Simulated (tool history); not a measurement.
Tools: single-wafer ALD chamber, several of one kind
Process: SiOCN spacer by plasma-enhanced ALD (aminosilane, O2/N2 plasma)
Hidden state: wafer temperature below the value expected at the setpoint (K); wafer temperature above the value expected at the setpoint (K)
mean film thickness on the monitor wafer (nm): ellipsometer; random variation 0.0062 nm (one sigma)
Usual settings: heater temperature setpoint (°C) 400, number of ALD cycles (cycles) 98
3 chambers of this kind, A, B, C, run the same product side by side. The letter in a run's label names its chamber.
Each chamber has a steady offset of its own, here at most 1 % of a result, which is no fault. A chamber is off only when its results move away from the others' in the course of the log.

| run | hour | heater temperature setpoint (°C) | number of ALD cycles (cycles) | hours since the last thermocouple change | read-back reference wafer on the same gauge, thickness_nm | mean film thickness on the monitor wafer (nm) |
|---|---|---|---|---|---|---|
| 1B | 9.1 | 400 | 98 | 1373.1 | 6.329 | 5.9574 |
| 2A | 21 | 400 | 98 | 2683.3 | 6.3283 | 5.8961 |
| 3C | 31.2 | 400 | 98 | 1203.1 | 6.3252 | 5.877 |
| 4B | 37.2 | 400 | 98 | 1401.2 | 6.3253 | 5.9527 |
| 5A | 44.7 | 400 | 98 | 2707 | 6.3247 | 5.9136 |
| 6C | 53 | 409 | 98 | 1224.9 | 6.3237 | 5.7175 |
| 7C | 63.6 | 409 | 98 | 1235.5 | 6.3219 | 5.7097 |
| 8B | 71.9 | 409 | 98 | 1435.9 | 6.3225 | 5.7821 |
| 9A | 79.4 | 400 | 98 | 2741.7 | 6.32 | 5.895 |
| 10B | 90 | 400 | 98 | 1454 | 6.3196 | 5.9501 |
| 11C | 101.7 | 400 | 98 | 1273.6 | 6.3163 | 5.8712 |
| 12A | 110.5 | 400 | 98 | 2772.8 | 6.3162 | 5.9117 |
| 13A | 122 | 400 | 98 | 2784.3 | 6.3144 | 5.8891 |
| 14B | 128.6 | 400 | 98 | 1492.6 | 6.316 | 5.9314 |
| 15C | 139.5 | 400 | 98 | 1311.4 | 6.3123 | 5.8663 |
| 16B | 145.2 | 400 | 98 | 1509.2 | 6.3112 | 5.9402 |
| 17C | 153.4 | 400 | 87 | 1325.3 | 6.3114 | 5.2026 |
|  | 158.5 | chamber A: thermocouple changed; heater temperature recalibrated |
| 18A | 164.2 | 400 | 87 | 5.8 | 6.3105 | 5.2194 |
| 19B | 171.1 | 400 | 87 | 1535.1 | 6.3103 | 5.2508 |
| 20A | 178.5 | 400 | 98 | 20.1 | 6.3067 | 5.8883 |
| 21C | 190.5 | 400 | 98 | 1362.4 | 6.3068 | 5.8615 |
| 22B | 198.5 | 400 | 98 | 1562.5 | 6.3051 | 5.9233 |
| 23A | 206.5 | 400 | 98 | 48.1 | 6.3065 | 5.8942 |
| 24C | 216.1 | 400 | 98 | 1388 | 6.3031 | 5.8545 |

All 3 chambers run these settings next. Forecast each chamber's results:
| 25A | 225.2 | 400 | 98 |  |  | ? |
| 25B | 225.2 | 400 | 98 |  |  | ? |
| 25C | 225.2 | 400 | 98 |  |  | ? |

| run | mean film thickness on the monitor wafer (nm) |
|---|---|
| 25A | 5.8885 |
| 25B | 5.9279 |
| 25C | 5.851 |
